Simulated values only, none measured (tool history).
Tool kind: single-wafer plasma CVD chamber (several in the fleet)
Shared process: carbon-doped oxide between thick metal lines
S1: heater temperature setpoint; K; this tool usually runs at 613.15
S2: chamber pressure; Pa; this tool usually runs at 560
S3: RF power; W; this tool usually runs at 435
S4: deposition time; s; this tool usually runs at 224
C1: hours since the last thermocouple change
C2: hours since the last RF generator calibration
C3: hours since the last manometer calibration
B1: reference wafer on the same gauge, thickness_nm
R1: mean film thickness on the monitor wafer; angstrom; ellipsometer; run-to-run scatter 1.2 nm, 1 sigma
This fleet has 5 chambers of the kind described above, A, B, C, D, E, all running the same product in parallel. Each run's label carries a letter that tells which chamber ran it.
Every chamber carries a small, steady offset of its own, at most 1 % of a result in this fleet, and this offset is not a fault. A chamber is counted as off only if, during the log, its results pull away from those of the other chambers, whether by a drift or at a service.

{"run": "1B", "hour": 10.6, "S1": 613.15, "S2": 560, "S3": 435, "S4": 224, "C1": 143.5, "C2": 1689.7, "C3": 1911.1, "B1": 1010.2, "R1": 10223.0}
{"run": "2E", "hour": 20.4, "S1": 613.15, "S2": 560, "S3": 435, "S4": 224, "C1": 1435.7, "C2": 2134.6, "C3": 353.3, "B1": 1010.3, "R1": 10234.0}
{"run": "3D", "hour": 29.5, "S1": 613.15, "S2": 560, "S3": 435, "S4": 224, "C1": 903.7, "C2": 962.6, "C3": 381.7, "B1": 1010.5, "R1": 10265.0}
{"run": "4C", "hour": 39.4, "S1": 613.15, "S2": 560, "S3": 435, "S4": 224, "C1": 636.4, "C2": 613.9, "C3": 1393.9, "B1": 1010.3, "R1": 10204.0}
{"run": "5A", "hour": 49.9, "S1": 613.15, "S2": 560, "S3": 435, "S4": 224, "C1": 2190.4, "C2": 1459.6, "C3": 1244.8, "B1": 1010.7, "R1": 10268.0}
{"run": "6E", "hour": 60.5, "S1": 613.15, "S2": 560, "S3": 435, "S4": 224, "C1": 1475.8, "C2": 2174.7, "C3": 393.4, "B1": 1010.8, "R1": 10265.0}
{"run": "7D", "hour": 70.1, "S1": 613.15, "S2": 560, "S3": 435, "S4": 224, "C1": 944.3, "C2": 1003.2, "C3": 422.3, "B1": 1010.7, "R1": 10324.0}
{"run": "8C", "hour": 80.1, "S1": 613.15, "S2": 560, "S3": 435, "S4": 224, "C1": 677.1, "C2": 654.6, "C3": 1434.6, "B1": 1011.0, "R1": 10203.0}
{"run": "9B", "hour": 90.9, "S1": 608.15, "S2": 560, "S3": 435, "S4": 204, "C1": 223.8, "C2": 1770.0, "C3": 1991.4, "B1": 1011.3, "R1": 9458.3}
{"run": "10A", "hour": 97.7, "S1": 608.15, "S2": 560, "S3": 435, "S4": 204, "C1": 2238.2, "C2": 1507.4, "C3": 1292.6, "B1": 1011.4, "R1": 9505.3}
{"run": "11A", "hour": 111.0, "S1": 608.15, "S2": 560, "S3": 435, "S4": 204, "C1": 2251.5, "C2": 1520.7, "C3": 1305.9, "B1": 1011.4, "R1": 9507.0}
{"run": "12D", "hour": 124.4, "S1": 608.15, "S2": 560, "S3": 435, "S4": 204, "C1": 998.6, "C2": 1057.5, "C3": 476.6, "B1": 1011.3, "R1": 9496.8}
{"run": "13C", "hour": 136.8, "S1": 608.15, "S2": 560, "S3": 435, "S4": 204, "C1": 733.8, "C2": 711.3, "C3": 1491.3, "B1": 1011.6, "R1": 9442.2}
{"run": "14B", "hour": 148.5, "S1": 618.15, "S2": 560, "S3": 435, "S4": 207, "C1": 281.4, "C2": 1827.6, "C3": 2049.0, "B1": 1011.7, "R1": 9327.7}
{"run": "15E", "hour": 156.8, "S1": 618.15, "S2": 560, "S3": 435, "S4": 207, "C1": 1572.1, "C2": 2271.0, "C3": 489.7, "B1": 1011.8, "R1": 9337.6}
{"run": "16D", "hour": 170.2, "S1": 618.15, "S2": 560, "S3": 435, "S4": 207, "C1": 1044.4, "C2": 1103.3, "C3": 522.4, "B1": 1012.2, "R1": 9402.9}
{"run": "17A", "hour": 179.9, "S1": 618.15, "S2": 560, "S3": 435, "S4": 207, "C1": 2320.4, "C2": 1589.6, "C3": 1374.8, "B1": 1012.6, "R1": 9381.2}
{"run": "18B", "hour": 189.8, "S1": 618.15, "S2": 560, "S3": 435, "S4": 207, "C1": 322.7, "C2": 1868.9, "C3": 2090.3, "B1": 1012.1, "R1": 9323.4}
{"run": "19C", "hour": 198.3, "S1": 613.15, "S2": 560, "S3": 435, "S4": 224, "C1": 795.3, "C2": 772.8, "C3": 1552.8, "B1": 1012.1, "R1": 10216.0}
{"run": "20E", "hour": 210.3, "S1": 613.15, "S2": 560, "S3": 435, "S4": 224, "C1": 1625.6, "C2": 2324.5, "C3": 543.2, "B1": 1012.4, "R1": 10269.0}
{"run": "21D", "hour": 217.5, "S1": 613.15, "S2": 560, "S3": 435, "S4": 224, "C1": 1091.7, "C2": 1150.6, "C3": 569.7, "B1": 1012.4, "R1": 10315.0}
{"run": "22E", "hour": 228.3, "S1": 613.15, "S2": 560, "S3": 435, "S4": 224, "C1": 1643.6, "C2": 2342.5, "C3": 561.2, "B1": 1012.8, "R1": 10249.0}
{"hour": 230.2, "done": "chamber A: thermocouple changed; heater temperature recalibrated"}
{"hour": 234.5, "done": "chamber A: RF generator calibrated"}
{"run": "23B", "hour": 239.0, "S1": 613.15, "S2": 560, "S3": 435, "S4": 224, "C1": 371.9, "C2": 1918.1, "C3": 2139.5, "B1": 1012.6, "R1": 10247.0}
{"run": "24A", "hour": 248.2, "S1": 613.15, "S2": 560, "S3": 435, "S4": 224, "C1": 18.0, "C2": 13.8, "C3": 1443.1, "B1": 1012.6, "R1": 10317.0}
{"run": "25C", "hour": 258.7, "S1": 613.15, "S2": 560, "S3": 375, "S4": 224, "C1": 855.7, "C2": 833.2, "C3": 1613.2, "B1": 1012.9, "R1": 9146.9}
{"run": "26B", "hour": 270.1, "S1": 613.15, "S2": 560, "S3": 375, "S4": 224, "C1": 403.0, "C2": 1949.2, "C3": 2170.6, "B1": 1013.0, "R1": 9153.9}
{"run": "27A", "hour": 276.4, "S1": 613.15, "S2": 560, "S3": 375, "S4": 224, "C1": 46.2, "C2": 42.0, "C3": 1471.3, "B1": 1013.2, "R1": 9255.8}
{"run": "28D", "hour": 283.1, "S1": 613.15, "S2": 560, "S3": 375, "S4": 224, "C1": 1157.3, "C2": 1216.2, "C3": 635.3, "B1": 1013.0, "R1": 9245.6}
{"run": "29E", "hour": 293.6, "S1": 613.15, "S2": 560, "S3": 375, "S4": 224, "C1": 1708.9, "C2": 2407.8, "C3": 626.5, "B1": 1013.7, "R1": 9228.3}
{"run": "30C", "hour": 299.8, "S1": 613.15, "S2": 560, "S3": 435, "S4": 224, "C1": 896.8, "C2": 874.3, "C3": 1654.3, "B1": 1013.4, "R1": 10227.0}
{"run": "31A", "hour": 308.9, "S1": 613.15, "S2": 560, "S3": 435, "S4": 224, "C1": 78.7, "C2": 74.5, "C3": 1503.8, "B1": 1013.3, "R1": 10295.0}
{"hour": 315.9, "done": "chamber D: RF generator calibrated"}
{"run": "32E", "hour": 316.8, "S1": 613.15, "S2": 560, "S3": 435, "S4": 224, "C1": 1732.1, "C2": 2431.0, "C3": 649.7, "B1": 1013.7, "R1": 10291.0}
{"run": "33B", "hour": 328.2, "S1": 613.15, "S2": 560, "S3": 435, "S4": 224, "C1": 461.1, "C2": 2007.3, "C3": 2228.7, "B1": 1013.5, "R1": 10251.0}
{"run": "34D", "hour": 340.2, "S1": 613.15, "S2": 560, "S3": 435, "S4": 224, "C1": 1214.4, "C2": 24.3, "C3": 692.4, "B1": 1013.9, "R1": 10323.0}
{"run": "35C", "hour": 351.1, "S1": 613.15, "S2": 663, "S3": 470, "S4": 224, "C1": 948.1, "C2": 925.6, "C3": 1705.6, "B1": 1013.8, "R1": 11085.0}
{"hour": 355.3, "done": "chamber C: capacitance manometer re-zeroed and calibrated"}
{"run": "36E", "hour": 362.1, "S1": 613.15, "S2": 663, "S3": 470, "S4": 224, "C1": 1777.4, "C2": 2476.3, "C3": 695.0, "B1": 1014.1, "R1": 11104.0}
{"run": "37C", "hour": 373.8, "S1": 613.15, "S2": 663, "S3": 470, "S4": 224, "C1": 970.8, "C2": 948.3, "C3": 18.6, "B1": 1014.5, "R1": 11051.0}
{"run": "38A", "hour": 379.8, "S1": 613.15, "S2": 663, "S3": 470, "S4": 224, "C1": 149.6, "C2": 145.4, "C3": 1574.7, "B1": 1014.3, "R1": 11129.0}
{"run": "39D", "hour": 389.6, "S1": 613.15, "S2": 663, "S3": 470, "S4": 224, "C1": 1263.8, "C2": 73.7, "C3": 741.8, "B1": 1014.5, "R1": 11158.0}
{"run": "40B", "hour": 396.6, "S1": 613.15, "S2": 560, "S3": 435, "S4": 224, "C1": 529.5, "C2": 2075.7, "C3": 2297.1, "B1": 1014.6, "R1": 10272.0}
{"run": "41C", "hour": 406.6, "S1": 613.15, "S2": 560, "S3": 435, "S4": 224, "C1": 1003.6, "C2": 981.1, "C3": 51.4, "B1": 1014.7, "R1": 10232.0}
{"run": "42A", "hour": 415.4, "S1": 613.15, "S2": 453, "S3": 435, "S4": 245, "C1": 185.2, "C2": 181.0, "C3": 1610.3, "B1": 1014.9, "R1": 10957.0}

Is one chamber off against the others, does the gauge drift, or is nothing wrong? If a chamber is off, say which, and what the likeliest cause is.

No chamber is off; the gauge reading every chamber's wafers drifts, which makes the whole fleet appear to move together.
What lies behind it: gauge reads high (%) = 0.486.
